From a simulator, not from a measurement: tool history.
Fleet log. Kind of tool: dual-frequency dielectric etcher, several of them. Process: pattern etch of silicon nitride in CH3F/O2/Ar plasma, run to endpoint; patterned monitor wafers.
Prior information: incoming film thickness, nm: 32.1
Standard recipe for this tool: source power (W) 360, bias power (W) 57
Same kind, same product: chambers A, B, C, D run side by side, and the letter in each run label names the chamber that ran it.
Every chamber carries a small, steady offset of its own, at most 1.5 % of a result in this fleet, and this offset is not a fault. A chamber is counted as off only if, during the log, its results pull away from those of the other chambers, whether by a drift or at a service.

| run | hour | source power (W) | bias power (W) | hours since the last wet clean | hours since the last source power generator calibration | hours since the last bias power generator calibration | endpoint time (s) |
|---|---|---|---|---|---|---|---|
|  | 5.5 | chamber D: wet clean of the chamber |
| 1B | 6.6 | 360 | 57 | 478.8 | 985.2 | 1449.7 | 52.437 |
| 2D | 12.6 | 360 | 57 | 7.1 | 2057.1 | 587.7 | 52.562 |
| 3C | 18.5 | 360 | 57 | 258.5 | 4387.9 | 1303.3 | 51.693 |
| 4A | 29.4 | 360 | 57 | 561.5 | 962.2 | 1719.7 | 52.695 |
| 5B | 38.7 | 360 | 57 | 510.9 | 1017.3 | 1481.8 | 52.345 |
| 6C | 50 | 360 | 57 | 290 | 4419.4 | 1334.8 | 52.073 |
|  | 51.7 | chamber B: wet clean of the chamber |
| 7A | 60.9 | 360 | 57 | 593 | 993.7 | 1751.2 | 52.82 |
| 8D | 71.9 | 360 | 57 | 66.4 | 2116.4 | 647 | 52.22 |
| 9A | 81.6 | 360 | 57 | 613.7 | 1014.4 | 1771.9 | 52.691 |
| 10D | 87.8 | 360 | 57 | 82.3 | 2132.3 | 662.9 | 52.671 |
| 11C | 97.3 | 410 | 57 | 337.3 | 4466.7 | 1382.1 | 49.06 |
| 12B | 103.8 | 410 | 57 | 52.2 | 1082.4 | 1546.9 | 49.34 |
| 13A | 112.8 | 410 | 57 | 644.9 | 1045.6 | 1803.1 | 50.045 |
| 14B | 121.9 | 410 | 57 | 70.3 | 1100.5 | 1565 | 49.441 |
| 15C | 132.3 | 360 | 57 | 372.3 | 4501.7 | 1417.1 | 51.144 |
| 16D | 139.2 | 360 | 57 | 133.7 | 2183.7 | 714.3 | 52.452 |
| 17D | 149.1 | 360 | 57 | 143.6 | 2193.6 | 724.2 | 52.528 |
| 18A | 154.2 | 360 | 57 | 686.3 | 1087 | 1844.5 | 52.847 |
| 19C | 159.6 | 360 | 57 | 399.6 | 4529 | 1444.4 | 50.838 |
|  | 165.4 | chamber A: bias power generator calibrated |
| 20B | 169.9 | 360 | 57 | 118.3 | 1148.5 | 1613 | 52.085 |
| 21D | 179.1 | 360 | 57 | 173.6 | 2223.6 | 754.2 | 52.443 |
|  | 180.7 | chamber A: wet clean of the chamber |
| 22B | 186.3 | 360 | 57 | 134.7 | 1164.9 | 1629.4 | 52.04 |
| 23C | 195.4 | 360 | 57 | 435.4 | 4564.8 | 1480.2 | 50.278 |
| 24A | 201.7 | 360 | 57 | 21.1 | 1134.5 | 36.4 | 52.794 |
| 25A | 207.2 | 360 | 57 | 26.6 | 1140 | 41.9 | 52.764 |

Read the log: is a single chamber off, either drifting away or since a service, is the gauge that measures every chamber drifting, or is nothing wrong beyond small per-chamber offsets? Name any odd chamber and what most likely caused it.

Chamber C drifts away from the others.
Most likely cause: etch rate over this chamber's usual, % = 3.85.

Chamber C could run next with any of the 4 candidate recipes listed below; each alters the usual settings, and their results appear as question marks. Which one brings its results back in line with what the other chambers deliver on the usual settings?
In line here means within this much of the mean the other chambers give on the usual settings: endpoint time (s) 0.67
| 26C-1 | 215.3 | 360 | 66 |  |  |  | ? |
| 26C-2 | 215.3 | 390 | 57 |  |  |  | ? |
| 26C-3 | 215.3 | 330 | 54 |  |  |  | ? |
| 26C-4 | 215.3 | 360 | 52 |  |  |  | ? |

Mean of the other chambers on the usual settings: endpoint time (s) 52.434
| run | endpoint time (s) |
|---|---|
| 26C-1 | 47.479 |
| 26C-2 | 48.376 |
| 26C-3 | 52.496 |
| 26C-4 | 51.402 |
26C-3 is the one that brings the chamber's results back in line with the other chambers.

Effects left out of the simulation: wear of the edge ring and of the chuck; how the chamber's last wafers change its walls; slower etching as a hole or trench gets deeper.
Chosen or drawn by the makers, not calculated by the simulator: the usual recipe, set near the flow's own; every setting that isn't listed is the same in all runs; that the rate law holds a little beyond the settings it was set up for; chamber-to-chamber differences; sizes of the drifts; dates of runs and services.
